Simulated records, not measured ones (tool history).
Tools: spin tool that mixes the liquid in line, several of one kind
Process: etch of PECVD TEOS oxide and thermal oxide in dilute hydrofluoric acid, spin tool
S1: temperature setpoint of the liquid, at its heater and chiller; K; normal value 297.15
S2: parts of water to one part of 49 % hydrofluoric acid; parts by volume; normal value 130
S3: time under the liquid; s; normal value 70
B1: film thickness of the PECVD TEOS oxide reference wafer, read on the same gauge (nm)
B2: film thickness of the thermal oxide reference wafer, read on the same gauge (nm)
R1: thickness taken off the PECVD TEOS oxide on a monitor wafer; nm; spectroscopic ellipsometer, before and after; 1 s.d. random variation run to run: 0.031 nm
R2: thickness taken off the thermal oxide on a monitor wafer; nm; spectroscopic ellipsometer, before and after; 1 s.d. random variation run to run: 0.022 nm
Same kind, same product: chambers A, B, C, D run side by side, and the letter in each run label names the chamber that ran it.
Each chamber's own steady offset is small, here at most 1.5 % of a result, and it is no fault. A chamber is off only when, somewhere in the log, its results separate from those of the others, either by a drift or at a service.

run     day      S1   S2  S3      B1      B2      R1       R2
      0.012  -- chamber D: hydrofluoric acid flow meter replaced
 1A     0.4  297.15  130  70  110.02  99.979  4.5523   2.5468
 2B   0.879  297.15  130  70     110  99.979  4.5523   2.5388
 3C   1.121  297.15  130  70  110.01  99.963   4.601   2.5249
 4D   1.462  297.15  130  70  110.06  100.02   4.619   2.5074
 5A   1.762  297.15  130  70  109.97     100   4.633   2.5582
 6C   2.279  297.15  130  70     110   99.99  4.5948   2.5354
 7D   2.617  297.15  130  70  110.01  99.962  4.5707    2.502
 8B   2.908  297.15  130  70  110.01     100  4.5271   2.5263
      2.983  -- chamber A: thermometer replaced
 9C   3.183  297.15  130  70     110  100.01  4.6071   2.5233
10A   3.458  297.15  130  70  109.96  100.01  4.5863   2.5219
11B   3.971  294.15  130  70  109.98  100.02  4.0251   2.2556
12D   4.292  294.15  130  70  110.01  99.987  4.0814   2.2714
13C   4.654  294.15  130  70  110.02  99.997  4.0776   2.2767
14A   5.125  294.15  130  70  110.01  99.995  4.0794   2.2489
15B   5.642  297.15  130  70  110.03  100.03  4.5456   2.5517
16D     6.1  297.15  130  70  110.05  100.01  4.5558   2.5118
17D   6.392  297.15  180  35  109.96  99.989  1.5687  0.86759
18A   6.758  297.15  180  35  109.98  100.01  1.5605  0.84911
19C   7.046  297.15  180  35     110  99.996  1.5656  0.86113
20B   7.375  297.15  180  35  110.05  99.988  1.5269  0.86917
21C   7.838  297.15  130  70  110.03  100.01  4.5455   2.5315
22A   8.125  297.15  130  70  110.01  100.03  4.5638   2.5498
23B   8.425  297.15  130  70  110.01     100  4.5098    2.529
24D   8.704  292.65  130  70     110  99.992  3.8484   2.1133
25C   9.158  292.65  130  70  109.99  99.997  3.8076   2.1203
26B   9.583  292.65  130  70  109.97  99.955  3.8283   2.1323
27D   9.875  292.65  130  70  109.97  99.989   3.825   2.0982
28A  10.121  297.15  130  70  109.96     100  4.6202   2.6004
29B  10.358  297.15  130  70  110.07  100.02  4.5132   2.5494
30C  10.679  297.15  130  70  110.05     100  4.5897   2.5056
31D  10.954  297.15  130  70  109.99     100  4.5699   2.5635
32A  11.458  297.15  130  70     110     100  4.6188   2.5592
33B  11.721  297.15  130  70  110.03  99.978  4.5416   2.5172

Read the log: is a single chamber off, either drifting away or since a service, is the gauge that measures every chamber drifting, or is nothing wrong beyond small per-chamber offsets? Name any odd chamber and what most likely caused it.

No chamber is off and the gauge is stable; the differences are just each chamber's small, constant offset.
